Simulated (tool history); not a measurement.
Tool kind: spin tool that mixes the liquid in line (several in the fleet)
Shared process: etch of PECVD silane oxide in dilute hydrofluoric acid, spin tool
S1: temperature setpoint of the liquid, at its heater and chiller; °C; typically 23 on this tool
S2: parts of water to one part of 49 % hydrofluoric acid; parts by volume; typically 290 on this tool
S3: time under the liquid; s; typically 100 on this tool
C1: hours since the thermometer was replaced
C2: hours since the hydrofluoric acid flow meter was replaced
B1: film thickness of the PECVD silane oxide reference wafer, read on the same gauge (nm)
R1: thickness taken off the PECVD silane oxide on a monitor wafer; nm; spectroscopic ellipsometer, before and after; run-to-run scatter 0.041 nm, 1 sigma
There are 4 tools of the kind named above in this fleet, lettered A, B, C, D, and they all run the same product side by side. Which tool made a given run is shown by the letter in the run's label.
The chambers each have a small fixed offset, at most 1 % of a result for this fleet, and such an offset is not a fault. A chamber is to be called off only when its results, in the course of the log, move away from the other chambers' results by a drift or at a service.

run	hour	S1	S2	S3	C1	C2	B1	R1
1B	10.6	23	290	100	1012.8	593.6	69.959	4.2604
2A	22.6	23	290	100	649.8	644.2	70.008	4.2566
3C	32.5	23	290	100	873.3	135.6	70.013	4.3464
4D	39.5	23	290	100	504.1	928.6	69.996	4.3259
5D	46.1	23	290	100	510.7	935.2	70.041	4.2749
6C	52.7	23	290	100	893.5	155.8	70.032	4.3417
7A	64.1	23	290	100	691.3	685.7	69.989	4.2893
8B	76.7	23	290	100	1078.9	659.7	69.988	4.3368
9B	86.8	23	290	100	1089	669.8	70	4.2894
10D	96.8	23	290	100	561.4	985.9	70.051	4.343
11C	103	23	290	100	943.8	206.1	70.034	4.275
12A	116	23	290	100	743.2	737.6	70.023	4.3342
13A	125.5	23	290	100	752.7	747.1	69.969	4.2981
14D	132.2	23	290	100	596.8	1021.3	69.998	4.3446
15C	138.9	20.5	290	100	979.7	242	70.018	3.8728
16B	144.9	20.5	290	100	1147.1	727.9	70.013	3.867
17A	153.5	20.5	290	100	780.7	775.1	69.967	3.9512
18B	161.4	20.5	290	100	1163.6	744.4	69.97	3.928
19C	168.3	23	290	100	1009.1	271.4	69.997	4.2631
20D	177.3	23	290	100	641.9	1066.4	70.055	4.2966
21D	184.3	23	290	100	648.9	1073.4	70.023	4.3845
22C	197	23	290	100	1037.8	300.1	70.01	4.2787
23B	205.9	23	290	100	1208.1	788.9	69.99	4.3604
24A	217.3	23	290	100	844.5	838.9	70.005	4.343
# hour 228.5: chamber A: hydrofluoric acid flow meter replaced
25A	229.9	23	290	100	857.1	1.5	69.98	4.3248
26D	236.6	23	290	100	701.2	1125.7	70.046	4.3052
# hour 238.8: chamber B: hydrofluoric acid flow meter replaced
27B	249.3	23	290	100	1251.5	10.5	69.994	4.3941
28C	261.1	23	290	100	1101.9	364.2	69.962	4.2917
29D	269.9	23	290	100	734.5	1159	69.954	4.3062

Each of the 4 chambers runs these same settings next. Fill in every chamber's results:
30A	279.2	23	290	100				?
30B	279.2	23	290	100				?
30C	279.2	23	290	100				?
30D	279.2	23	290	100				?

run	R1
30A	4.2933
30B	4.2684
30C	4.2702
30D	4.3179

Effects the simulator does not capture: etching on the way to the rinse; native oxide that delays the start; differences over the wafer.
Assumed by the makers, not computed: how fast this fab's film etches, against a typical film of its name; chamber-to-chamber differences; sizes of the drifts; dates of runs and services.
